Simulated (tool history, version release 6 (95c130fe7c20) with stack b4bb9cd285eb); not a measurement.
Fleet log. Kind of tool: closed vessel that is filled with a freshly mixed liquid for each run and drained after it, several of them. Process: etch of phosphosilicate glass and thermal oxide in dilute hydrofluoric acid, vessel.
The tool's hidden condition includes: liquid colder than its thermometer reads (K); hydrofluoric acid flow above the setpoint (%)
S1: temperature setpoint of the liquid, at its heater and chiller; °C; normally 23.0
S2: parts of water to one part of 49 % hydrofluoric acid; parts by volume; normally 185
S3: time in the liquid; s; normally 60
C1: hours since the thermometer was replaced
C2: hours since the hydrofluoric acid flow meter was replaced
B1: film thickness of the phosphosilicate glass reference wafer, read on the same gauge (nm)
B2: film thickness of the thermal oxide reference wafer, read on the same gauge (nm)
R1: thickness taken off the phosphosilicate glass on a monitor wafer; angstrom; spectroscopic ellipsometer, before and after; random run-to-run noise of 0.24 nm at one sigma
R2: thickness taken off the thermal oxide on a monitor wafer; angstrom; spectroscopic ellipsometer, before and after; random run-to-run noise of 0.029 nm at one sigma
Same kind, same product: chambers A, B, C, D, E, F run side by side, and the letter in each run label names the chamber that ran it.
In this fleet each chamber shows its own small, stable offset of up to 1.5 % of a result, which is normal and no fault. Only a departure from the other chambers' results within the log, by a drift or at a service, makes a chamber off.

run   hour    S1   S2  S3      C1      C2      B1      B2      R1       R2
 1D    6.1  23.0  185  60  1873.4  1735.0  129.99  50.024  492.79  12.3960
 2B   12.3  23.0  185  60  1118.8   565.7  129.98  49.960  489.06  12.9150
 3E   16.3  23.0  185  60   967.1   597.8  130.01  50.008  490.32  12.6690
 4F   21.8  23.0  185  60   700.9   243.7  130.01  49.994  485.95  12.2200
 5C   27.4  23.0  185  60   752.2   509.1  130.01  50.014  485.49  13.1950
 6A   31.9  23.0  185  60   269.9  1145.2  129.98  50.011  490.27  12.8110
 7C   35.5  23.0  185  60   760.3   517.2  130.00  49.961  482.47  12.8710
 8A   41.0  23.0  185  60   279.0  1154.3  130.02  50.014  492.01  12.7610
 9E   45.2  23.0  185  60   996.0   626.7  130.00  49.991  490.52  12.8290
10B   50.2  23.0  185  60  1156.7   603.6  130.01  50.000  489.28  12.4510
11F   56.3  23.0  250  60   735.4   278.2  130.02  49.981  331.85   8.8490
12D   60.3  23.0  250  60  1927.6  1789.2  130.01  49.958  342.99   8.9177
13D   63.4  23.0  250  60  1930.7  1792.3  130.01  49.985  342.49   8.6824
14B   70.1  23.0  250  60  1176.6   623.5  130.01  49.971  337.19   8.9647
15E   76.5  23.0  250  60  1027.3   658.0  129.98  49.958  337.93   8.6969
16A   80.0  23.0  250  60   318.0  1193.3  129.99  50.001  337.82   8.6780
17F   84.5  23.0  185  60   763.6   306.4  130.00  50.018  483.56  11.9030
18C   87.8  23.0  185  60   812.6   569.5  130.01  50.008  487.13  12.6950
19F   92.5  23.0  185  60   771.6   314.4  130.00  49.994  482.45  12.4320
20C   99.1  23.0  185  60   823.9   580.8  130.01  49.991  482.57  12.0840
21B  103.6  23.0  185  60  1210.1   657.0  130.00  50.051  488.82  12.4060
22A  106.7  23.0  185  60   344.7  1220.0  130.01  49.990  494.40  12.6840
23E  113.2  23.0  185  60  1064.0   694.7  130.00  50.020  491.12  12.1050
24D  119.4  23.0  185  60  1986.7  1848.3  130.02  50.064  491.09  12.8490
25D  124.3  23.0  185  60  1991.6  1853.2  130.00  50.001  493.81  12.6320
     127.7  -- chamber D: thermometer replaced
26E  130.7  23.0  185  60  1081.5   712.2  129.99  49.996  487.61  12.9700
27F  135.4  23.0  185  60   814.5   357.3  130.00  50.014  483.67  12.9710
28A  140.1  23.0  185  60   378.1  1253.4  130.02  49.995  491.59  12.9590
29B  145.4  23.0  185  60  1251.9   698.8  130.00  49.993  487.34  12.5630
30C  149.7  23.0  185  60   874.5   631.4  130.01  49.972  483.92  12.3790
31A  153.8  18.5  185  60   391.8  1267.1  129.99  50.017  413.36  10.3670
32C  160.2  18.5  185  60   885.0   641.9  129.98  49.988  408.08  11.0010
33F  165.8  18.5  185  60   844.9   387.7  130.00  50.041  411.07  10.4270
34B  171.5  18.5  185  60  1278.0   724.9  130.02  49.984  412.23  10.9400
35D  175.3  18.5  185  60    47.7  1904.2  129.98  49.984  413.69  10.5270
36E  182.2  18.5  185  60  1133.0   763.7  130.02  49.957  410.71  10.4770
37D  186.8  23.0  185  60    59.2  1915.7  130.00  50.015  493.10  12.0040
38E  191.4  23.0  185  60  1142.2   772.9  130.00  49.988  492.49  12.7060

All chambers now run identical settings, listed one chamber a line with results as question marks. What results will each chamber show?
39A  196.3  23.0  185  60                   ?   ?
39B  196.3  23.0  185  60                   ?   ?
39C  196.3  23.0  185  60                   ?   ?
39D  196.3  23.0  185  60                   ?   ?
39E  196.3  23.0  185  60                   ?   ?
39F  196.3  23.0  185  60                   ?   ?

run      R1       R2
39A  485.94  12.2400
39B  490.35  12.2400
39C  484.20  12.3760
39D  494.79  12.4110
39E  491.65  12.4040
39F  487.74  11.9920

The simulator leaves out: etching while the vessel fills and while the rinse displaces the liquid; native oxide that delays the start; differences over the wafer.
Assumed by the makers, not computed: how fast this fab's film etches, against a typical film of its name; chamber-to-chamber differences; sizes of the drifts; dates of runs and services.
